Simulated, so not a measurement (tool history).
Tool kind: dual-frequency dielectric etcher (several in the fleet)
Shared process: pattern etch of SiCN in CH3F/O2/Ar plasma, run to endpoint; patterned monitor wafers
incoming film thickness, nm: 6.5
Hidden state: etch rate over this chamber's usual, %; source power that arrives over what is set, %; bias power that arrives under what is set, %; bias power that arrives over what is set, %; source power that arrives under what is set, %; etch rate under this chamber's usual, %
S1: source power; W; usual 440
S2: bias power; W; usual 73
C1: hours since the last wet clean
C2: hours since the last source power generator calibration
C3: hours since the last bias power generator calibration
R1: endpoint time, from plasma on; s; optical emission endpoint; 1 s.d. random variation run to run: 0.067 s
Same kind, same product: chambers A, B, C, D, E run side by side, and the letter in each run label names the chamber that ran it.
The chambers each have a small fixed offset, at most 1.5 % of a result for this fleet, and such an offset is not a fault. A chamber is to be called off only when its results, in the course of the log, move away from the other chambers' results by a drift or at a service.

run	hour	S1	S2	C1	C2	C3	R1
1A	2.1	440	73	59.5	595.6	1985.3	16.737
# hour 4: chamber D: wet clean of the chamber
2D	6.6	440	73	2.6	456.2	614.1	16.805
3B	11	440	73	81.8	2145.7	2690.3	16.521
4C	14.2	440	73	145.1	2739.5	2110	16.702
5E	18.8	440	73	186.9	2287.3	3101	16.639
6D	21.7	510	73	17.7	471.3	629.2	16.07
7A	26.4	510	73	83.8	619.9	2009.6	15.784
8E	31.1	510	73	199.2	2299.6	3113.3	15.764
9B	35.5	510	73	106.3	2170.2	2714.8	15.781
10C	38.3	510	73	169.2	2763.6	2134.1	15.821
11C	40.5	440	73	171.4	2765.8	2136.3	16.675
12A	43.9	440	73	101.3	637.4	2027.1	16.673
13D	48	440	73	44	497.6	655.5	16.8
14B	50.5	440	73	121.3	2185.2	2729.8	16.594
15E	53	440	73	221.1	2321.5	3135.2	16.782
16E	57	440	73	225.1	2325.5	3139.2	16.59
17B	60.7	440	73	131.5	2195.4	2740	16.537
18C	63.5	440	73	194.4	2788.8	2159.3	16.524
19A	65.9	440	73	123.3	659.4	2049.1	16.736
20D	69.5	440	73	65.5	519.1	677	16.87
21E	73.5	440	73	241.6	2342	3155.7	16.845
22A	77.3	440	73	134.7	670.8	2060.5	16.643
23B	81.7	370	73	152.5	2216.4	2761	17.619
24C	86.1	370	73	217	2811.4	2181.9	17.513
25D	88.2	370	73	84.2	537.8	695.7	18
26A	90.9	370	73	148.3	684.4	2074.1	17.91
27E	93.9	370	73	262	2362.4	3176.1	17.76
28B	97.2	440	73	168	2231.9	2776.5	16.625
29C	101.5	440	73	232.4	2826.8	2197.3	16.354
30D	105.8	440	73	101.8	555.4	713.3	16.941
31C	109.7	440	73	240.6	2835	2205.5	16.245
32D	112.7	440	73	108.7	562.3	720.2	16.928
33B	115.7	440	73	186.5	2250.4	2795	16.569
34E	119.6	440	73	287.7	2388.1	3201.8	16.695
35A	123.1	440	73	180.5	716.6	2106.3	16.721
36C	126.9	440	73	257.8	2852.2	2222.7	16.154
37E	129.2	440	73	297.3	2397.7	3211.4	16.684
38A	132.3	440	73	189.7	725.8	2115.5	16.563
39B	135.8	480	68	206.6	2270.5	2815.1	16.476
40D	139.8	480	68	135.8	589.4	747.3	16.61
41E	143.4	480	68	311.5	2411.9	3225.6	16.516
42A	146.2	480	68	203.6	739.7	2129.4	16.645

Has any chamber moved away from the others, gradually or after a service, or does the common gauge drift, or do the chambers differ only by their own small steady offsets? State the chamber and the most likely cause if one applies.

One chamber, C, drifts off from the rest bit by bit.
Likeliest cause: etch rate over this chamber's usual, % = 3.71.

Here are 4 candidates for chamber C's next run, each the usual settings with a change, their results left as question marks. Which one brings its results back in line with what the others give on the usual settings?
A result is in line if it is within this distance of the other chambers' mean on the usual settings: R1 0.23 s
43C-1	149.6	490	80				?
43C-2	149.6	420	70				?
43C-3	149.6	440	58				?
43C-4	149.6	460	76				?

What the other chambers average on the usual settings: R1 16.698 s
run	R1
43C-1	14.985
43C-2	16.633
43C-3	17.41
43C-4	15.622
43C-2 is the one that brings the chamber's results back in line with the other chambers.

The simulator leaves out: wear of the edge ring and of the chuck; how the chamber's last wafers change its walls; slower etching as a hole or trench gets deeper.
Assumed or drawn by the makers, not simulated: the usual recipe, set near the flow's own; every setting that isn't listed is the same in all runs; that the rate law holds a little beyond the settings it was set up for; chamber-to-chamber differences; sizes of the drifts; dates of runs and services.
